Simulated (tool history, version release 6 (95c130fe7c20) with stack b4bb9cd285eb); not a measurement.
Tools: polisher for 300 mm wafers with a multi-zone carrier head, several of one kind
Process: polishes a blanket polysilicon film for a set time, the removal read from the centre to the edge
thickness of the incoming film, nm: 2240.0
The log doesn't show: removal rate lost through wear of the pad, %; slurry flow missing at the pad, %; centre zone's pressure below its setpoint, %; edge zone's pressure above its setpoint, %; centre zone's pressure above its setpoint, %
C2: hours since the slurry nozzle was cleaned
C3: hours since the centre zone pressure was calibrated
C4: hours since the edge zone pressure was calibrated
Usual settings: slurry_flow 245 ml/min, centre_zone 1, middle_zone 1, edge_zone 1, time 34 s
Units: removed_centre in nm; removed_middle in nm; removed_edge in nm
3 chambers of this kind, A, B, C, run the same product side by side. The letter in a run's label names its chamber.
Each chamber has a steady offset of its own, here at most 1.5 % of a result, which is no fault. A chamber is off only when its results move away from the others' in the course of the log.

run 1C hour=10.1 | slurry_flow=245 centre_zone=1 middle_zone=1 edge_zone=1 time=34 | wafers_polished_on_this_pad=791 C2=192.2 C3=287.9 C4=13.6 | removed_centre=295.54 removed_middle=297.39 removed_edge=301.68
-- hour=10.4 chamber B: worn pad replaced by a new one
run 2B hour=19.6 | slurry_flow=245 centre_zone=1 middle_zone=1 edge_zone=1 time=34 | wafers_polished_on_this_pad=130 C2=158.9 C3=1306.5 C4=273.2 | removed_centre=300.92 removed_middle=299.37 removed_edge=289.87
run 3A hour=29.7 | slurry_flow=245 centre_zone=1 middle_zone=1 edge_zone=1 time=34 | wafers_polished_on_this_pad=537 C2=66.9 C3=225.3 C4=240.5 | removed_centre=296.88 removed_middle=297.34 removed_edge=300.55
run 4A hour=37.8 | slurry_flow=245 centre_zone=1 middle_zone=1 edge_zone=1 time=34 | wafers_polished_on_this_pad=651 C2=75 C3=233.4 C4=248.6 | removed_centre=296.93 removed_middle=295.48 removed_edge=302.85
run 5B hour=42.6 | slurry_flow=245 centre_zone=1 middle_zone=1 edge_zone=1 time=34 | wafers_polished_on_this_pad=453 C2=181.9 C3=1329.5 C4=296.2 | removed_centre=295.91 removed_middle=296.63 removed_edge=284.98
run 6C hour=48.4 | slurry_flow=245 centre_zone=1 middle_zone=1 edge_zone=1 time=34 | wafers_polished_on_this_pad=1329 C2=230.5 C3=326.2 C4=51.9 | removed_centre=290.88 removed_middle=295.95 removed_edge=292.24
run 7C hour=55 | slurry_flow=245 centre_zone=1 middle_zone=1 edge_zone=1 time=34 | wafers_polished_on_this_pad=1421 C2=237.1 C3=332.8 C4=58.5 | removed_centre=299.24 removed_middle=297.53 removed_edge=291.51
-- hour=55.1 chamber C: worn pad replaced by a new one
-- hour=58.2 chamber A: worn pad replaced by a new one
run 8A hour=63.9 | slurry_flow=245 centre_zone=1 middle_zone=1 edge_zone=1 time=34 | wafers_polished_on_this_pad=80 C2=101.1 C3=259.5 C4=274.7 | removed_centre=294.65 removed_middle=299.54 removed_edge=294.4
run 9B hour=69.6 | slurry_flow=245 centre_zone=1 middle_zone=1 edge_zone=1 time=34 | wafers_polished_on_this_pad=833 C2=208.9 C3=1356.5 C4=323.2 | removed_centre=294.04 removed_middle=292.84 removed_edge=295.3
run 10C hour=77.6 | slurry_flow=245 centre_zone=1 middle_zone=1 edge_zone=1 time=34 | wafers_polished_on_this_pad=316 C2=259.7 C3=355.4 C4=81.1 | removed_centre=299.11 removed_middle=297.08 removed_edge=293.01
-- hour=83.9 chamber B: worn pad replaced by a new one
run 11B hour=87.9 | slurry_flow=245 centre_zone=1 middle_zone=1 edge_zone=1 time=34 | wafers_polished_on_this_pad=56 C2=227.2 C3=1374.8 C4=341.5 | removed_centre=295.89 removed_middle=296.69 removed_edge=288.14
run 12A hour=96.2 | slurry_flow=245 centre_zone=1 middle_zone=1 edge_zone=1 time=34 | wafers_polished_on_this_pad=534 C2=133.4 C3=291.8 C4=307 | removed_centre=301.22 removed_middle=297.03 removed_edge=300.78
run 13C hour=103.3 | slurry_flow=245 centre_zone=1 middle_zone=1 edge_zone=1 time=30 | wafers_polished_on_this_pad=677 C2=285.4 C3=381.1 C4=106.8 | removed_centre=259.81 removed_middle=259.79 removed_edge=260.15
run 14B hour=109.3 | slurry_flow=245 centre_zone=1 middle_zone=1 edge_zone=1 time=30 | wafers_polished_on_this_pad=357 C2=248.6 C3=1396.2 C4=362.9 | removed_centre=260.32 removed_middle=259.89 removed_edge=262.2
run 15A hour=115.4 | slurry_flow=245 centre_zone=1 middle_zone=1 edge_zone=1 time=30 | wafers_polished_on_this_pad=804 C2=152.6 C3=311 C4=326.2 | removed_centre=261.88 removed_middle=260.75 removed_edge=264.91
run 16A hour=121.2 | slurry_flow=245 centre_zone=1.04 middle_zone=1 edge_zone=1 time=34 | wafers_polished_on_this_pad=885 C2=158.4 C3=316.8 C4=332 | removed_centre=311.03 removed_middle=300 removed_edge=299.26
run 17B hour=126.2 | slurry_flow=245 centre_zone=1.04 middle_zone=1 edge_zone=1 time=34 | wafers_polished_on_this_pad=595 C2=265.5 C3=1413.1 C4=379.8 | removed_centre=306.93 removed_middle=294.34 removed_edge=292.1
-- hour=131.4 chamber A: worn pad replaced by a new one
-- hour=132.2 chamber C: centre zone pressure recalibrated
run 18C hour=136.1 | slurry_flow=245 centre_zone=1.04 middle_zone=1 edge_zone=1 time=34 | wafers_polished_on_this_pad=1138 C2=318.2 C3=4 C4=139.6 | removed_centre=308 removed_middle=296.68 removed_edge=300.45
-- hour=139.3 chamber C: worn pad replaced by a new one
run 19A hour=147 | slurry_flow=245 centre_zone=1 middle_zone=1 edge_zone=1 time=34 | wafers_polished_on_this_pad=219 C2=184.2 C3=342.6 C4=357.8 | removed_centre=298.5 removed_middle=294.67 removed_edge=291.22
-- hour=150.4 chamber B: worn pad replaced by a new one
run 20C hour=155.9 | slurry_flow=245 centre_zone=1 middle_zone=1 edge_zone=1.08 time=23 | wafers_polished_on_this_pad=233 C2=338 C3=23.8 C4=159.4 | removed_centre=199.54 removed_middle=197.43 removed_edge=205.14
run 21B hour=165 | slurry_flow=245 centre_zone=1 middle_zone=1 edge_zone=1.08 time=23 | wafers_polished_on_this_pad=205 C2=304.3 C3=1451.9 C4=418.6 | removed_centre=197.75 removed_middle=198.48 removed_edge=202.61
run 22B hour=172 | slurry_flow=245 centre_zone=1 middle_zone=1 edge_zone=1.08 time=23 | wafers_polished_on_this_pad=303 C2=311.3 C3=1458.9 C4=425.6 | removed_centre=202.13 removed_middle=200.34 removed_edge=204.36
run 23C hour=181 | slurry_flow=245 centre_zone=1 middle_zone=1 edge_zone=1 time=34 | wafers_polished_on_this_pad=586 C2=363.1 C3=48.9 C4=184.5 | removed_centre=292.4 removed_middle=294.82 removed_edge=297.23
-- hour=185.2 chamber C: slurry nozzle cleaned
-- hour=186 chamber A: slurry nozzle cleaned
run 24A hour=186.3 | slurry_flow=245 centre_zone=1 middle_zone=1 edge_zone=1 time=34 | wafers_polished_on_this_pad=771 C2=0.4 C3=381.9 C4=397.1 | removed_centre=298.75 removed_middle=295.71 removed_edge=293.12
-- hour=187.1 chamber A: centre zone pressure recalibrated
run 25C hour=196.1 | slurry_flow=245 centre_zone=1 middle_zone=1 edge_zone=1 time=34 | wafers_polished_on_this_pad=798 C2=11 C3=64 C4=199.6 | removed_centre=296.29 removed_middle=292.56 removed_edge=289.85
-- hour=204.7 chamber A: worn pad replaced by a new one
run 26B hour=204.9 | slurry_flow=245 centre_zone=1 middle_zone=1 edge_zone=1 time=34 | wafers_polished_on_this_pad=766 C2=344.2 C3=1491.8 C4=458.5 | removed_centre=292.2 removed_middle=290.33 removed_edge=288.67
run 27A hour=212.3 | slurry_flow=245 centre_zone=1 middle_zone=1 edge_zone=1 time=34 | wafers_polished_on_this_pad=108 C2=26.4 C3=25.3 C4=423.1 | removed_centre=264.79 removed_middle=295.75 removed_edge=293.3
-- hour=218.7 chamber B: worn pad replaced by a new one
run 28A hour=219.1 | slurry_flow=245 centre_zone=1 middle_zone=1 edge_zone=1 time=34 | wafers_polished_on_this_pad=203 C2=33.2 C3=32.1 C4=429.9 | removed_centre=265.49 removed_middle=298.44 removed_edge=300.38
-- hour=227.6 chamber C: worn pad replaced by a new one
run 29C hour=227.8 | slurry_flow=245 centre_zone=1 middle_zone=1 edge_zone=1 time=34 | wafers_polished_on_this_pad=3 C2=42.7 C3=95.7 C4=231.3 | removed_centre=294.79 removed_middle=298.88 removed_edge=295.7
run 30B hour=234.1 | slurry_flow=245 centre_zone=1 middle_zone=1 edge_zone=1 time=34 | wafers_polished_on_this_pad=216 C2=373.4 C3=1521 C4=487.7 | removed_centre=294.08 removed_middle=294.01 removed_edge=287.63
run 31C hour=241 | slurry_flow=245 centre_zone=1 middle_zone=1 edge_zone=1 time=34 | wafers_polished_on_this_pad=189 C2=55.9 C3=108.9 C4=244.5 | removed_centre=295.39 removed_middle=295.73 removed_edge=292.91
run 32B hour=251.2 | slurry_flow=245 centre_zone=1 middle_zone=1 edge_zone=1 time=34 | wafers_polished_on_this_pad=457 C2=390.5 C3=1538.1 C4=504.8 | removed_centre=288.18 removed_middle=292.35 removed_edge=294.99
run 33A hour=257.3 | slurry_flow=245 centre_zone=1 middle_zone=1 edge_zone=1 time=34 | wafers_polished_on_this_pad=740 C2=71.4 C3=70.3 C4=468.1 | removed_centre=262.55 removed_middle=298.86 removed_edge=302.05
-- hour=263.7 chamber B: centre zone pressure recalibrated
run 34A hour=265.8 | slurry_flow=245 centre_zone=1 middle_zone=1 edge_zone=1 time=34 | wafers_polished_on_this_pad=859 C2=79.9 C3=78.8 C4=476.6 | removed_centre=268.98 removed_middle=302.68 removed_edge=294.1
-- hour=270.9 chamber A: worn pad replaced by a new one
run 35C hour=276.2 | slurry_flow=245 centre_zone=1 middle_zone=1 edge_zone=1 time=34 | wafers_polished_on_this_pad=684 C2=91.1 C3=144.1 C4=279.7 | removed_centre=289.51 removed_middle=295.96 removed_edge=284.93
-- hour=284.8 chamber B: worn pad replaced by a new one
run 36B hour=286.3 | slurry_flow=245 centre_zone=1 middle_zone=1 edge_zone=1 time=34 | wafers_polished_on_this_pad=22 C2=425.6 C3=22.6 C4=539.9 | removed_centre=296.7 removed_middle=295.77 removed_edge=293.08
run 37B hour=296.9 | slurry_flow=245 centre_zone=1 middle_zone=1 edge_zone=1 time=34 | wafers_polished_on_this_pad=171 C2=436.2 C3=33.2 C4=550.5 | removed_centre=292.73 removed_middle=300.65 removed_edge=293.54
run 38A hour=302.1 | slurry_flow=245 centre_zone=1 middle_zone=1 edge_zone=1 time=34 | wafers_polished_on_this_pad=438 C2=116.2 C3=115.1 C4=512.9 | removed_centre=271.57 removed_middle=300.9 removed_edge=300.14
run 39C hour=311 | slurry_flow=245 centre_zone=1 middle_zone=1 edge_zone=1 time=34 | wafers_polished_on_this_pad=1173 C2=125.9 C3=178.9 C4=314.5 | removed_centre=297.06 removed_middle=297.42 removed_edge=293.4
run 40C hour=321.1 | slurry_flow=245 centre_zone=1 middle_zone=1 edge_zone=1 time=34 | wafers_polished_on_this_pad=1314 C2=136 C3=189 C4=324.6 | removed_centre=290.76 removed_middle=295.79 removed_edge=294.61
run 41B hour=329.9 | slurry_flow=245 centre_zone=1 middle_zone=1 edge_zone=1 time=34 | wafers_polished_on_this_pad=635 C2=469.2 C3=66.2 C4=583.5 | removed_centre=299 removed_middle=298.86 removed_edge=289.53
run 42A hour=335.4 | slurry_flow=245 centre_zone=1 middle_zone=1 edge_zone=1 time=34 | wafers_polished_on_this_pad=906 C2=149.5 C3=148.4 C4=546.2 | removed_centre=262.06 removed_middle=298.52 removed_edge=304.42

All 3 chambers run these settings next. Forecast each chamber's results:
run 43A hour=343.3 | slurry_flow=245 centre_zone=1 middle_zone=1.06 edge_zone=1 time=34 | removed_centre=? removed_middle=? removed_edge=?
run 43B hour=343.3 | slurry_flow=245 centre_zone=1 middle_zone=1.06 edge_zone=1 time=34 | removed_centre=? removed_middle=? removed_edge=?
run 43C hour=343.3 | slurry_flow=245 centre_zone=1 middle_zone=1.06 edge_zone=1 time=34 | removed_centre=? removed_middle=? removed_edge=?

run=43A removed_centre=269.02 removed_middle=313.5 removed_edge=297.02
run=43B removed_centre=294.24 removed_middle=311.57 removed_edge=290.14
run=43C removed_centre=295.71 removed_middle=313.41 removed_edge=290.33
